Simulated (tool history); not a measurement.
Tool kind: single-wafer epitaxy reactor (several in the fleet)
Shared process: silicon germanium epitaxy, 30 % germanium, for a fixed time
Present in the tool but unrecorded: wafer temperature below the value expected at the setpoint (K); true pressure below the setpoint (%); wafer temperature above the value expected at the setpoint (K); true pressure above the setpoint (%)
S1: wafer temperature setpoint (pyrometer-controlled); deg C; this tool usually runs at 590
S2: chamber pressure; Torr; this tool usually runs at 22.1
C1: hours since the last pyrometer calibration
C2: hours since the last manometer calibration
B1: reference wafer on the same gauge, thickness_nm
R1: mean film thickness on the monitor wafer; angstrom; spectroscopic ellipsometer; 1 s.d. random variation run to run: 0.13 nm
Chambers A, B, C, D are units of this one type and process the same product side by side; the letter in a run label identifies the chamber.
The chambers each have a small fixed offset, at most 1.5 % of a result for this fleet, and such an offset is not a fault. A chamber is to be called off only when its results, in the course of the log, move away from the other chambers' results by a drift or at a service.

Run 1B, hour 4.3: usual settings; C1 386; C2 1875.5; B1 44.307. Result: R1 504.75 angstrom.
Run 2D, hour 8.7: usual settings; C1 905.7; C2 34.8; B1 44.282. Result: R1 507.45 angstrom.
Run 3C, hour 15: usual settings; C1 1823; C2 1137; B1 44.303. Result: R1 507.71 angstrom.
Run 4A, hour 20.5: usual settings; C1 935.6; C2 166.4; B1 44.29. Result: R1 503.85 angstrom.
Run 5C, hour 25.9: usual settings; C1 1833.9; C2 1147.9; B1 44.287. Result: R1 508 angstrom.
Run 6D, hour 31.5: usual settings; C1 928.5; C2 57.6; B1 44.295. Result: R1 507.58 angstrom.
Run 7A, hour 37.5: usual settings; C1 952.6; C2 183.4; B1 44.315. Result: R1 503.44 angstrom.
Run 8B, hour 44.1: usual settings but S2 25.7 Torr; C1 425.8; C2 1915.3; B1 44.276. Result: R1 538.94 angstrom.
Run 9C, hour 48.1: usual settings but S2 25.7 Torr; C1 1856.1; C2 1170.1; B1 44.295. Result: R1 537.7 angstrom.
Run 10A, hour 52.8: usual settings but S2 25.7 Torr; C1 967.9; C2 198.7; B1 44.291. Result: R1 534.56 angstrom.
Run 11B, hour 57.4: usual settings but S2 25.7 Torr; C1 439.1; C2 1928.6; B1 44.308. Result: R1 540.77 angstrom.
Run 12D, hour 61.9: usual settings; C1 958.9; C2 88; B1 44.299. Result: R1 507.79 angstrom.
Run 13D, hour 66.4: usual settings; C1 963.4; C2 92.5; B1 44.302. Result: R1 508.5 angstrom.
Run 14A, hour 71.7: usual settings; C1 986.8; C2 217.6; B1 44.265. Result: R1 503.03 angstrom.
Run 15B, hour 75.1: usual settings but S1 579 deg C, S2 20.4 Torr; C1 456.8; C2 1946.3; B1 44.302. Result: R1 398.8 angstrom.
Run 16C, hour 82: usual settings but S1 579 deg C, S2 20.4 Torr; C1 1890; C2 1204; B1 44.272. Result: R1 397.81 angstrom.
Run 17B, hour 86.2: usual settings but S1 579 deg C, S2 20.4 Torr; C1 467.9; C2 1957.4; B1 44.312. Result: R1 399.32 angstrom.
Run 18D, hour 90.9: usual settings but S1 579 deg C, S2 20.4 Torr; C1 987.9; C2 117; B1 44.304. Result: R1 396.95 angstrom.
Run 19A, hour 96.7: usual settings but S1 576 deg C, S2 18.8 Torr; C1 1011.8; C2 242.6; B1 44.316. Result: R1 360.92 angstrom.
Run 20C, hour 100.8: usual settings but S1 576 deg C, S2 18.8 Torr; C1 1908.8; C2 1222.8; B1 44.28. Result: R1 362.36 angstrom.
Run 21D, hour 105.3: usual settings but S1 576 deg C, S2 18.8 Torr; C1 1002.3; C2 131.4; B1 44.299. Result: R1 359.94 angstrom.
Run 22C, hour 111.9: usual settings but S1 576 deg C, S2 18.8 Torr; C1 1919.9; C2 1233.9; B1 44.301. Result: R1 364.18 angstrom.
Run 23A, hour 115.9: usual settings; C1 1031; C2 261.8; B1 44.29. Result: R1 499.53 angstrom.
Run 24B, hour 119.9: usual settings; C1 501.6; C2 1991.1; B1 44.317. Result: R1 506.03 angstrom.
Run 25D, hour 125.3: usual settings; C1 1022.3; C2 151.4; B1 44.318. Result: R1 504.47 angstrom.
Run 26B, hour 130: usual settings but S1 577 deg C, S2 27.1 Torr; C1 511.7; C2 2001.2; B1 44.28. Result: R1 429.9 angstrom.
Run 27C, hour 133.5: usual settings but S1 577 deg C, S2 27.1 Torr; C1 1941.5; C2 1255.5; B1 44.297. Result: R1 428.58 angstrom.
Run 28A, hour 138.8: usual settings but S1 577 deg C, S2 27.1 Torr; C1 1053.9; C2 284.7; B1 44.287. Result: R1 423.23 angstrom.
Run 29B, hour 144.6: usual settings but S1 577 deg C, S2 27.1 Torr; C1 526.3; C2 2015.8; B1 44.305. Result: R1 428.15 angstrom.
Run 30D, hour 147.8: usual settings but S2 18.5 Torr; C1 1044.8; C2 173.9; B1 44.327. Result: R1 470.4 angstrom.
Run 31A, hour 152.2: usual settings but S2 18.5 Torr; C1 1067.3; C2 298.1; B1 44.259. Result: R1 460.91 angstrom.
Run 32C, hour 156.1: usual settings but S2 18.5 Torr; C1 1964.1; C2 1278.1; B1 44.284. Result: R1 472.21 angstrom.
Run 33B, hour 160.8: usual settings but S2 18.5 Torr; C1 542.5; C2 2032; B1 44.256. Result: R1 471.18 angstrom.
Run 34C, hour 166: usual settings; C1 1974; C2 1288; B1 44.267. Result: R1 506.6 angstrom.
Run 35D, hour 170.6: usual settings; C1 1067.6; C2 196.7; B1 44.291. Result: R1 506.39 angstrom.
Run 36A, hour 175.9: usual settings; C1 1091; C2 321.8; B1 44.284. Result: R1 491.52 angstrom.
Run 37C, hour 179.5: usual settings; C1 1987.5; C2 1301.5; B1 44.287. Result: R1 506.82 angstrom.
Run 38A, hour 184: usual settings; C1 1099.1; C2 329.9; B1 44.307. Result: R1 490.6 angstrom.

Which is it: a chamber that has drifted or been left off by a service, a gauge drift common to all chambers, or only each chamber's usual small offset? If a chamber is off, name it and its likeliest cause.

One chamber, A, drifts off from the rest bit by bit.
Cause: wafer temperature below the value expected at the setpoint (K) = 1.52.
The log might look much the same if the cause were instead: true pressure below the setpoint (%).

Chamber A could run next with any of the 4 candidate recipes listed below; each alters the usual settings, and their results appear as question marks. Which one brings its results back in line with what the other chambers deliver on the usual settings?
Counts as in line when no further than this from what the other chambers average on the usual settings: R1 4.7 angstrom
Run 39A-1, hour 189.3: usual settings but S2 21.5 Torr. Result: R1 ?.
Run 39A-2, hour 189.3: usual settings but S2 20.3 Torr. Result: R1 ?.
Run 39A-3, hour 189.3: usual settings but S2 23.9 Torr. Result: R1 ?.
Run 39A-4, hour 189.3: usual settings but S2 22.7 Torr. Result: R1 ?.

On the usual settings, the other chambers give on average: R1 506.96 angstrom
  run      R1
39A-1     486
39A-2  474.86
39A-3  507.18
39A-4  496.76
39A-3 is the one that brings the chamber's results back in line with the other chambers.

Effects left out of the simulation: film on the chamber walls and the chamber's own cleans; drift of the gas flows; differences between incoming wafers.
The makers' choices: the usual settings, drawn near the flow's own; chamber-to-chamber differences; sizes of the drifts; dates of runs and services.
